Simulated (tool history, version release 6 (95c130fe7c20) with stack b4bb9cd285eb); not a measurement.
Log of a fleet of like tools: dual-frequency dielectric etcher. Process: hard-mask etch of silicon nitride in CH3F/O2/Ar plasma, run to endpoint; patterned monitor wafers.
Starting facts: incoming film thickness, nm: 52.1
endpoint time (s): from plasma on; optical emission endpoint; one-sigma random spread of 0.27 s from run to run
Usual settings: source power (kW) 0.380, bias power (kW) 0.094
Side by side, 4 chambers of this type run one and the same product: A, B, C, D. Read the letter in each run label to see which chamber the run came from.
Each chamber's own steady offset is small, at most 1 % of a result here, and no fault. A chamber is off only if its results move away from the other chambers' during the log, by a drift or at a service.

{"run": "1A", "hour": 13.4, "source power (kW)": 0.38, "bias power (kW)": 0.094, "endpoint time (s)": 70.095}
{"run": "2D", "hour": 24.3, "source power (kW)": 0.38, "bias power (kW)": 0.094, "endpoint time (s)": 69.953}
{"run": "3C", "hour": 36.3, "source power (kW)": 0.38, "bias power (kW)": 0.094, "endpoint time (s)": 70.352}
{"run": "4B", "hour": 45.0, "source power (kW)": 0.38, "bias power (kW)": 0.094, "endpoint time (s)": 70.864}
{"run": "5D", "hour": 51.6, "source power (kW)": 0.38, "bias power (kW)": 0.094, "endpoint time (s)": 69.128}
{"run": "6B", "hour": 63.2, "source power (kW)": 0.38, "bias power (kW)": 0.094, "endpoint time (s)": 70.27}
{"run": "7C", "hour": 72.0, "source power (kW)": 0.38, "bias power (kW)": 0.094, "endpoint time (s)": 70.303}
{"run": "8A", "hour": 82.9, "source power (kW)": 0.38, "bias power (kW)": 0.094, "endpoint time (s)": 70.192}
{"run": "9B", "hour": 91.4, "source power (kW)": 0.38, "bias power (kW)": 0.094, "endpoint time (s)": 70.481}
{"run": "10A", "hour": 101.6, "source power (kW)": 0.38, "bias power (kW)": 0.094, "endpoint time (s)": 70.27}
{"run": "11C", "hour": 108.9, "source power (kW)": 0.38, "bias power (kW)": 0.094, "endpoint time (s)": 70.381}
{"run": "12D", "hour": 118.6, "source power (kW)": 0.38, "bias power (kW)": 0.094, "endpoint time (s)": 69.636}
{"run": "13C", "hour": 124.9, "source power (kW)": 0.38, "bias power (kW)": 0.094, "endpoint time (s)": 70.095}
{"run": "14D", "hour": 135.5, "source power (kW)": 0.38, "bias power (kW)": 0.094, "endpoint time (s)": 69.908}
{"hour": 139.1, "done": "chamber B: wet clean of the chamber"}
{"run": "15B", "hour": 148.9, "source power (kW)": 0.38, "bias power (kW)": 0.094, "endpoint time (s)": 70.418}
{"run": "16A", "hour": 157.9, "source power (kW)": 0.38, "bias power (kW)": 0.094, "endpoint time (s)": 71.087}
{"run": "17C", "hour": 164.7, "source power (kW)": 0.38, "bias power (kW)": 0.094, "endpoint time (s)": 69.885}
{"run": "18D", "hour": 177.4, "source power (kW)": 0.38, "bias power (kW)": 0.094, "endpoint time (s)": 69.615}
{"hour": 179.8, "done": "chamber C: wet clean of the chamber"}
{"run": "19B", "hour": 189.3, "source power (kW)": 0.38, "bias power (kW)": 0.094, "endpoint time (s)": 70.791}
{"run": "20A", "hour": 202.3, "source power (kW)": 0.38, "bias power (kW)": 0.094, "endpoint time (s)": 71.733}
{"run": "21C", "hour": 210.8, "source power (kW)": 0.38, "bias power (kW)": 0.094, "endpoint time (s)": 70.376}
{"run": "22D", "hour": 220.4, "source power (kW)": 0.38, "bias power (kW)": 0.094, "endpoint time (s)": 69.494}
{"run": "23A", "hour": 226.9, "source power (kW)": 0.38, "bias power (kW)": 0.094, "endpoint time (s)": 71.987}
{"run": "24B", "hour": 236.5, "source power (kW)": 0.38, "bias power (kW)": 0.094, "endpoint time (s)": 70.237}
{"run": "25D", "hour": 245.2, "source power (kW)": 0.32, "bias power (kW)": 0.083, "endpoint time (s)": 77.842}
{"run": "26C", "hour": 252.3, "source power (kW)": 0.32, "bias power (kW)": 0.083, "endpoint time (s)": 78.7}
{"run": "27B", "hour": 263.3, "source power (kW)": 0.32, "bias power (kW)": 0.083, "endpoint time (s)": 78.922}

What goes on in this fleet: one chamber off, a drifting gauge, or nothing beyond the chambers' own small offsets? Name the chamber and the cause, if any.

Little by little, chamber A moves away from the other chambers.
What lies behind it: etch rate under this chamber's usual, % = 3.04.

Chamber A could run next with any of the 4 candidate recipes listed below; each alters the usual settings, and their results appear as question marks. Which one brings its results back in line with what the other chambers deliver on the usual settings?
In line here means within this much of the mean the other chambers give on the usual settings: endpoint time (s) 0.940
{"run": "28A-1", "hour": 273.0, "source power (kW)": 0.37, "bias power (kW)": 0.094, "endpoint time (s)": "?"}
{"run": "28A-2", "hour": 273.0, "source power (kW)": 0.36, "bias power (kW)": 0.09, "endpoint time (s)": "?"}
{"run": "28A-3", "hour": 273.0, "source power (kW)": 0.41, "bias power (kW)": 0.094, "endpoint time (s)": "?"}
{"run": "28A-4", "hour": 273.0, "source power (kW)": 0.38, "bias power (kW)": 0.096, "endpoint time (s)": "?"}

The mean the other chambers reach with the usual settings: endpoint time (s) 70.126
run=28A-1 endpoint_time_(s)=73.123
run=28A-2 endpoint_time_(s)=75.043
run=28A-3 endpoint_time_(s)=70.405
run=28A-4 endpoint_time_(s)=71.854
28A-3 is the one that brings the chamber's results back in line with the other chambers.
